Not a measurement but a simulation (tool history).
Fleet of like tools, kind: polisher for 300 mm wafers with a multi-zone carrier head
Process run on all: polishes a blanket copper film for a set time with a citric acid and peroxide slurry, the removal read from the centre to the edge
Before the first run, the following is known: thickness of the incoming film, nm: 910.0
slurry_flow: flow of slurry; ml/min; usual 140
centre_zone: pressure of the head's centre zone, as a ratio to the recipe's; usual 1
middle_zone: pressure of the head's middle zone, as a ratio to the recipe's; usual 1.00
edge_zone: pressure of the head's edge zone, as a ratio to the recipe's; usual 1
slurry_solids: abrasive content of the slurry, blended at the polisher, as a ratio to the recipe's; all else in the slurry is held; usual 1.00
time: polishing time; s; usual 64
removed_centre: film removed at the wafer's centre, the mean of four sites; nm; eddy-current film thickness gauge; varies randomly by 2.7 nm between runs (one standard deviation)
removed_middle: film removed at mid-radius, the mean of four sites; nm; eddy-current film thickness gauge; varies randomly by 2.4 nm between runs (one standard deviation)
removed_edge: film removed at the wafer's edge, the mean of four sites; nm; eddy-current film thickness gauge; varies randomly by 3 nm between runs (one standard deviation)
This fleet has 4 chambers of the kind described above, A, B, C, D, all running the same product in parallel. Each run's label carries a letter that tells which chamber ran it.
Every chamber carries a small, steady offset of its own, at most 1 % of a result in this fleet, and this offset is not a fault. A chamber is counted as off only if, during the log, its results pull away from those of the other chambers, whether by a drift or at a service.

| run | hour | slurry_flow | centre_zone | middle_zone | edge_zone | slurry_solids | time | removed_centre | removed_middle | removed_edge |
|---|---|---|---|---|---|---|---|---|---|---|
| 1D | 15.1 | 140 | 1 | 1.00 | 1 | 1.00 | 64 | 264.65 | 263.33 | 263.23 |
|  | 19.1 | chamber C: edge zone pressure recalibrated |
| 2C | 27.0 | 140 | 1 | 1.00 | 1 | 1.00 | 64 | 267.29 | 264.84 | 258.82 |
|  | 33.2 | chamber B: slurry nozzle cleaned |
| 3B | 40.3 | 140 | 1 | 1.00 | 1 | 1.00 | 64 | 265.52 | 262.97 | 264.81 |
|  | 44.2 | chamber C: slurry nozzle cleaned |
| 4A | 54.8 | 140 | 1 | 1.00 | 1 | 1.00 | 64 | 262.19 | 261.22 | 263.49 |
|  | 59.8 | chamber D: worn pad replaced by a new one |
| 5A | 69.3 | 140 | 1 | 1.00 | 1 | 1.00 | 64 | 261.73 | 263.06 | 261.93 |
| 6C | 83.8 | 140 | 1 | 1.00 | 1 | 1.00 | 64 | 263.68 | 263.06 | 261.97 |
| 7B | 96.8 | 140 | 1 | 1.00 | 1 | 1.00 | 64 | 265.59 | 266.92 | 261.19 |
|  | 104.0 | chamber C: worn pad replaced by a new one |
|  | 104.8 | chamber A: worn pad replaced by a new one |
| 8D | 107.4 | 140 | 1 | 1.00 | 1 | 1.00 | 64 | 260.87 | 265.26 | 266.71 |
| 9C | 118.6 | 140 | 1 | 1.00 | 1 | 1.00 | 64 | 267.33 | 263.42 | 259.51 |
| 10B | 129.9 | 140 | 1 | 1.00 | 1 | 1.00 | 64 | 263.72 | 262.89 | 264.55 |
| 11A | 141.1 | 100 | 1 | 1.10 | 1 | 1.00 | 64 | 239.60 | 262.01 | 243.70 |
|  | 145.5 | chamber B: worn pad replaced by a new one |
| 12D | 150.8 | 100 | 1 | 1.10 | 1 | 1.00 | 64 | 239.52 | 262.26 | 249.25 |
| 13D | 164.6 | 100 | 1 | 1.10 | 1 | 1.00 | 64 | 244.11 | 267.54 | 254.08 |
| 14C | 179.4 | 100 | 1 | 1.10 | 1 | 1.00 | 64 | 239.94 | 265.65 | 247.00 |
| 15A | 188.8 | 140 | 1 | 1.00 | 1 | 1.00 | 64 | 260.86 | 255.26 | 262.43 |
| 16B | 196.3 | 140 | 1 | 1.00 | 1 | 1.00 | 64 | 264.26 | 267.18 | 267.16 |
|  | 199.5 | chamber D: worn pad replaced by a new one |
|  | 204.9 | chamber A: worn pad replaced by a new one |
|  | 208.1 | chamber D: slurry nozzle cleaned |
| 17C | 210.2 | 140 | 1 | 1.00 | 1 | 1.00 | 64 | 266.05 | 266.29 | 258.26 |
| 18D | 219.3 | 140 | 1 | 1.08 | 1 | 0.75 | 64 | 248.23 | 269.17 | 253.31 |
|  | 222.7 | chamber B: centre zone pressure recalibrated |
| 19B | 231.4 | 140 | 1 | 1.08 | 1 | 0.75 | 64 | 250.68 | 261.53 | 248.44 |
|  | 236.0 | chamber C: worn pad replaced by a new one |
| 20A | 245.9 | 140 | 1 | 1.08 | 1 | 0.75 | 64 | 238.43 | 259.38 | 239.50 |
|  | 252.2 | chamber B: edge zone pressure recalibrated |
| 21A | 258.2 | 140 | 1 | 1.08 | 1 | 0.75 | 64 | 242.29 | 255.16 | 242.50 |
| 22D | 268.6 | 140 | 1 | 1.00 | 1 | 1.00 | 64 | 264.22 | 261.88 | 263.83 |
|  | 273.8 | chamber B: slurry nozzle cleaned |
| 23C | 279.3 | 140 | 1 | 1.00 | 1 | 1.00 | 64 | 261.39 | 264.94 | 259.00 |
| 24B | 286.8 | 115 | 1 | 1.10 | 1 | 1.00 | 64 | 251.99 | 279.80 | 258.39 |
| 25C | 298.6 | 115 | 1 | 1.10 | 1 | 1.00 | 64 | 250.80 | 276.56 | 255.49 |
| 26A | 308.5 | 115 | 1 | 1.10 | 1 | 1.00 | 64 | 233.03 | 260.04 | 246.04 |
|  | 311.9 | chamber A: worn pad replaced by a new one |
| 27B | 323.8 | 115 | 1 | 1.10 | 1 | 1.00 | 64 | 250.96 | 273.64 | 254.81 |
| 28D | 336.1 | 140 | 1 | 1.00 | 1 | 1.00 | 64 | 262.63 | 263.32 | 268.75 |
| 29D | 347.5 | 140 | 1 | 1.00 | 1 | 1.00 | 64 | 266.97 | 267.43 | 257.91 |
|  | 349.8 | chamber B: worn pad replaced by a new one |
| 30C | 354.1 | 140 | 1 | 1.00 | 1 | 1.00 | 64 | 262.27 | 267.80 | 261.25 |
| 31A | 361.2 | 140 | 1 | 1.00 | 1 | 1.00 | 64 | 251.58 | 250.72 | 255.72 |
|  | 365.9 | chamber D: worn pad replaced by a new one |
| 32B | 371.1 | 140 | 1 | 1.00 | 1 | 1.00 | 64 | 262.27 | 264.79 | 260.99 |
|  | 375.3 | chamber C: worn pad replaced by a new one |
| 33B | 380.2 | 140 | 1 | 1.00 | 1 | 1.00 | 64 | 264.01 | 265.19 | 266.34 |
| 34A | 394.3 | 140 | 1 | 1.00 | 1 | 1.00 | 64 | 241.29 | 246.08 | 250.87 |
| 35C | 409.0 | 140 | 1 | 1.00 | 1 | 1.00 | 64 | 258.78 | 265.81 | 262.42 |
|  | 410.6 | chamber A: worn pad replaced by a new one |
| 36D | 420.5 | 140 | 1 | 1.00 | 1 | 1.00 | 64 | 263.02 | 264.11 | 264.00 |
| 37C | 427.9 | 140 | 1 | 1.00 | 1 | 1.00 | 64 | 265.50 | 269.89 | 259.09 |
| 38A | 437.4 | 140 | 1 | 1.00 | 1 | 1.00 | 64 | 238.86 | 237.82 | 245.79 |
| 39D | 452.4 | 140 | 1 | 1.00 | 1 | 1.00 | 64 | 264.24 | 266.39 | 266.91 |
| 40B | 460.0 | 140 | 1 | 1.00 | 1 | 1.00 | 64 | 266.67 | 265.78 | 268.99 |

For the next run the whole fleet of 4 chambers uses the same settings. Give each chamber's results:
| 41A | 471.0 | 140 | 1 | 1.00 | 1 | 1.00 | 64 | ? | ? | ? |
| 41B | 471.0 | 140 | 1 | 1.00 | 1 | 1.00 | 64 | ? | ? | ? |
| 41C | 471.0 | 140 | 1 | 1.00 | 1 | 1.00 | 64 | ? | ? | ? |
| 41D | 471.0 | 140 | 1 | 1.00 | 1 | 1.00 | 64 | ? | ? | ? |

| run | removed_centre | removed_middle | removed_edge |
|---|---|---|---|
| 41A | 232.61 | 236.39 | 237.40 |
| 41B | 261.33 | 264.60 | 269.87 |
| 41C | 268.82 | 267.56 | 262.49 |
| 41D | 261.20 | 265.01 | 265.40 |

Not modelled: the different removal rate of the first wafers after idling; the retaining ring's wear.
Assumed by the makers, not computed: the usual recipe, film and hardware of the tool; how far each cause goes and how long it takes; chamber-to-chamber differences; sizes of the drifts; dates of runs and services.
